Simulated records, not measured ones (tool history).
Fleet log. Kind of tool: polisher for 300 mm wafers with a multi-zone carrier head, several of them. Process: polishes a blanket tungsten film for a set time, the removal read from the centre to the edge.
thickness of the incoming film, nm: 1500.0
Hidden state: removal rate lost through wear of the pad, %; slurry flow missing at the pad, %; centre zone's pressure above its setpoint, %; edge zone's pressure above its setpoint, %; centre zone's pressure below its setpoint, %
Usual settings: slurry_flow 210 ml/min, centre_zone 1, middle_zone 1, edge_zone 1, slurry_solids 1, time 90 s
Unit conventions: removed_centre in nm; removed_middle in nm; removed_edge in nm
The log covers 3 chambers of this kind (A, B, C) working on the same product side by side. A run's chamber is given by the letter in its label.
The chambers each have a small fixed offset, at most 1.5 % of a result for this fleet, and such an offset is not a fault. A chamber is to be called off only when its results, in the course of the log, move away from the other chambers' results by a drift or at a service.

| run | hour | slurry_flow | centre_zone | middle_zone | edge_zone | slurry_solids | time | wafers polished on this pad | hours since the slurry nozzle was cleaned | hours since the centre zone pressure was calibrated | hours since the edge zone pressure was calibrated | removed_centre | removed_middle | removed_edge |
|---|---|---|---|---|---|---|---|---|---|---|---|---|---|---|
|  | 2.9 | chamber C: worn pad replaced by a new one |
|  | 8.4 | chamber B: centre zone pressure recalibrated |
| 1C | 9.4 | 210 | 1 | 1 | 1 | 1 | 90 | 61 | 286.1 | 385.2 | 30.7 | 456.06 | 469.27 | 452.41 |
|  | 12 | chamber B: worn pad replaced by a new one |
| 2B | 22.5 | 210 | 1 | 1 | 1 | 1 | 90 | 99 | 67.7 | 14.2 | 164.6 | 463.16 | 454.47 | 462.48 |
| 3A | 32.8 | 210 | 1 | 1 | 1 | 1 | 90 | 739 | 74.1 | 239.8 | 1434 | 458.44 | 456.4 | 457.34 |
|  | 34.2 | chamber C: centre zone pressure recalibrated |
| 4C | 42.4 | 210 | 1 | 1 | 1 | 1 | 90 | 372 | 319.1 | 8.2 | 63.7 | 459.59 | 460.11 | 454.77 |
| 5B | 54 | 210 | 1 | 1 | 1 | 1 | 90 | 396 | 99.2 | 45.7 | 196.1 | 456.12 | 455.29 | 461.65 |
| 6A | 66.1 | 210 | 1 | 1 | 1 | 1 | 90 | 1052 | 107.4 | 273.1 | 1467.3 | 451.41 | 455.11 | 453.25 |
| 7B | 76.9 | 210 | 1 | 1 | 1.09 | 1 | 90 | 611 | 122.1 | 68.6 | 219 | 461.48 | 461.76 | 486.79 |
|  | 88.5 | chamber A: edge zone pressure recalibrated |
| 8C | 89.2 | 210 | 1 | 1 | 1.09 | 1 | 90 | 812 | 365.9 | 55 | 110.5 | 463.14 | 464.61 | 473.68 |
|  | 91.6 | chamber C: worn pad replaced by a new one |
|  | 94.9 | chamber A: worn pad replaced by a new one |
| 9A | 100.3 | 210 | 1 | 1 | 1.09 | 1 | 90 | 51 | 141.6 | 307.3 | 11.8 | 462.74 | 452.08 | 478.03 |
| 10A | 111.7 | 210 | 1 | 1 | 1 | 1 | 90 | 158 | 153 | 318.7 | 23.2 | 459.33 | 458.23 | 455.43 |
|  | 113.6 | chamber A: centre zone pressure recalibrated |
| 11C | 124.4 | 210 | 1 | 1 | 1 | 1 | 90 | 309 | 401.1 | 90.2 | 145.7 | 446.89 | 471.84 | 448.35 |
| 12B | 134.9 | 210 | 1 | 1 | 1 | 1 | 90 | 1157 | 180.1 | 126.6 | 277 | 462.02 | 461.29 | 458.07 |
|  | 138.2 | chamber B: worn pad replaced by a new one |
| 13B | 146.5 | 210 | 1 | 1 | 1 | 1 | 90 | 78 | 191.7 | 138.2 | 288.6 | 460.26 | 453.43 | 465.49 |
| 14A | 160 | 210 | 1 | 1 | 1 | 1 | 90 | 613 | 201.3 | 46.5 | 71.5 | 454.23 | 464.36 | 455.95 |
| 15C | 172.7 | 210 | 1 | 0.91 | 0.92 | 1 | 90 | 763 | 449.4 | 138.5 | 194 | 450.7 | 422.26 | 435.43 |
|  | 176.9 | chamber C: worn pad replaced by a new one |
| 16B | 186.1 | 210 | 1 | 0.91 | 0.92 | 1 | 90 | 450 | 231.3 | 177.8 | 328.2 | 448.07 | 416.38 | 437.44 |
| 17C | 194.9 | 210 | 1 | 0.91 | 0.92 | 1 | 90 | 170 | 471.6 | 160.7 | 216.2 | 455.08 | 423.33 | 439.38 |
| 18A | 205.9 | 210 | 1 | 1 | 1 | 1 | 90 | 1045 | 247.2 | 92.4 | 117.4 | 456.79 | 463.59 | 450.51 |
| 19A | 217.6 | 210 | 1 | 1 | 1 | 1 | 90 | 1155 | 258.9 | 104.1 | 129.1 | 463.13 | 452.4 | 458.16 |
| 20B | 226 | 210 | 1 | 1 | 1 | 1 | 90 | 826 | 271.2 | 217.7 | 368.1 | 456.94 | 460.54 | 466.25 |
|  | 226.2 | chamber A: worn pad replaced by a new one |
| 21C | 239.7 | 210 | 1 | 1 | 1 | 1 | 90 | 591 | 516.4 | 205.5 | 261 | 448.1 | 452.79 | 446.5 |
| 22C | 251.9 | 210 | 1 | 1 | 1 | 1 | 90 | 706 | 528.6 | 217.7 | 273.2 | 448.31 | 454.48 | 442.28 |
| 23B | 264.5 | 210 | 1 | 1.06 | 1 | 1 | 90 | 1188 | 309.7 | 256.2 | 406.6 | 452.93 | 481.31 | 458.28 |
|  | 266.7 | chamber C: worn pad replaced by a new one |
|  | 267 | chamber B: worn pad replaced by a new one |
| 24A | 272.5 | 210 | 1 | 1.06 | 1 | 1 | 90 | 436 | 313.8 | 159 | 184 | 452.91 | 488.43 | 458 |
| 25C | 284.5 | 210 | 1 | 1.06 | 1 | 1 | 90 | 168 | 561.2 | 250.3 | 305.8 | 443.44 | 487.55 | 443.58 |
| 26B | 290.6 | 210 | 1 | 1 | 1 | 1 | 90 | 222 | 335.8 | 282.3 | 432.7 | 453.22 | 465.22 | 464.07 |
| 27A | 300.8 | 210 | 1 | 1 | 1 | 1 | 90 | 702 | 342.1 | 187.3 | 212.3 | 454.88 | 457.04 | 457.11 |
| 28A | 312.5 | 210 | 1 | 1 | 1 | 1 | 90 | 812 | 353.8 | 199 | 224 | 457.59 | 455.44 | 461.25 |
| 29C | 326.1 | 210 | 1 | 1.05 | 0.88 | 1 | 90 | 559 | 602.8 | 291.9 | 347.4 | 449.61 | 469.33 | 420.46 |
| 30B | 337.9 | 210 | 1 | 1.05 | 0.88 | 1 | 90 | 667 | 383.1 | 329.6 | 480 | 463.6 | 484.8 | 428.33 |
| 31C | 352 | 210 | 1 | 1.05 | 0.88 | 1 | 90 | 803 | 628.7 | 317.8 | 373.3 | 446.54 | 473.5 | 416.38 |
|  | 356.7 | chamber A: slurry nozzle cleaned |
| 32B | 358.9 | 210 | 1 | 1 | 1 | 1 | 90 | 865 | 404.1 | 350.6 | 501 | 458.35 | 454.81 | 462.79 |
|  | 359.4 | chamber C: worn pad replaced by a new one |
|  | 361.3 | chamber B: centre zone pressure recalibrated |
|  | 370.3 | chamber B: slurry nozzle cleaned |
| 33A | 372.2 | 210 | 1 | 1 | 1 | 1 | 90 | 1374 | 15.6 | 258.7 | 283.7 | 455.02 | 449.73 | 450.58 |
|  | 375.2 | chamber A: worn pad replaced by a new one |
|  | 379.1 | chamber B: worn pad replaced by a new one |
| 34C | 379.4 | 210 | 1 | 1 | 1 | 1 | 110 | 188 | 656.1 | 345.2 | 400.7 | 525.04 | 550.65 | 546.75 |
| 35A | 386.8 | 210 | 1 | 1 | 1 | 1 | 110 | 109 | 30.2 | 273.3 | 298.3 | 565.97 | 566.45 | 564.72 |
| 36B | 398.4 | 210 | 1 | 1 | 1 | 1 | 110 | 182 | 28.1 | 37.1 | 540.5 | 557.58 | 553.38 | 561.16 |
| 37A | 411.3 | 210 | 1 | 1 | 1 | 1 | 90 | 340 | 54.7 | 297.8 | 322.8 | 450.29 | 453.78 | 461.94 |
| 38B | 418.5 | 210 | 1 | 1 | 1 | 1 | 90 | 371 | 48.2 | 57.2 | 560.6 | 462.84 | 453.44 | 461.48 |
| 39C | 432.2 | 210 | 1 | 1 | 1 | 1 | 90 | 685 | 708.9 | 398 | 453.5 | 441.18 | 442.42 | 447.39 |
| 40A | 438.3 | 210 | 1 | 1 | 1 | 1 | 90 | 594 | 81.7 | 324.8 | 349.8 | 455 | 454.77 | 457.71 |
| 41C | 445.8 | 210 | 1 | 1 | 1 | 1 | 90 | 813 | 722.5 | 411.6 | 467.1 | 432.6 | 448.65 | 440.27 |
|  | 447.7 | chamber C: worn pad replaced by a new one |
| 42B | 458.9 | 210 | 1 | 1 | 1 | 1 | 90 | 751 | 88.6 | 97.6 | 601 | 463.01 | 457.09 | 458.91 |
|  | 459.3 | chamber C: centre zone pressure recalibrated |
| 43C | 471 | 210 | 1 | 1 | 0.96 | 1 | 90 | 219 | 747.7 | 11.8 | 492.3 | 431.56 | 443.19 | 426.89 |
| 44A | 484.1 | 210 | 1 | 1 | 0.96 | 1 | 90 | 1025 | 127.5 | 370.6 | 395.6 | 455.61 | 456.64 | 453.41 |

Next, all 3 chambers run the settings below, one line each with question marks for the results. What does each chamber give?
| 45A | 494.2 | 210 | 1 | 1 | 1.09 | 1 | 90 |  |  |  |  | ? | ? | ? |
| 45B | 494.2 | 210 | 1 | 1 | 1.09 | 1 | 90 |  |  |  |  | ? | ? | ? |
| 45C | 494.2 | 210 | 1 | 1 | 1.09 | 1 | 90 |  |  |  |  | ? | ? | ? |

| run | removed_centre | removed_middle | removed_edge |
|---|---|---|---|
| 45A | 455.85 | 454.26 | 482.23 |
| 45B | 453.73 | 455.5 | 483.46 |
| 45C | 436.21 | 436.3 | 455.52 |

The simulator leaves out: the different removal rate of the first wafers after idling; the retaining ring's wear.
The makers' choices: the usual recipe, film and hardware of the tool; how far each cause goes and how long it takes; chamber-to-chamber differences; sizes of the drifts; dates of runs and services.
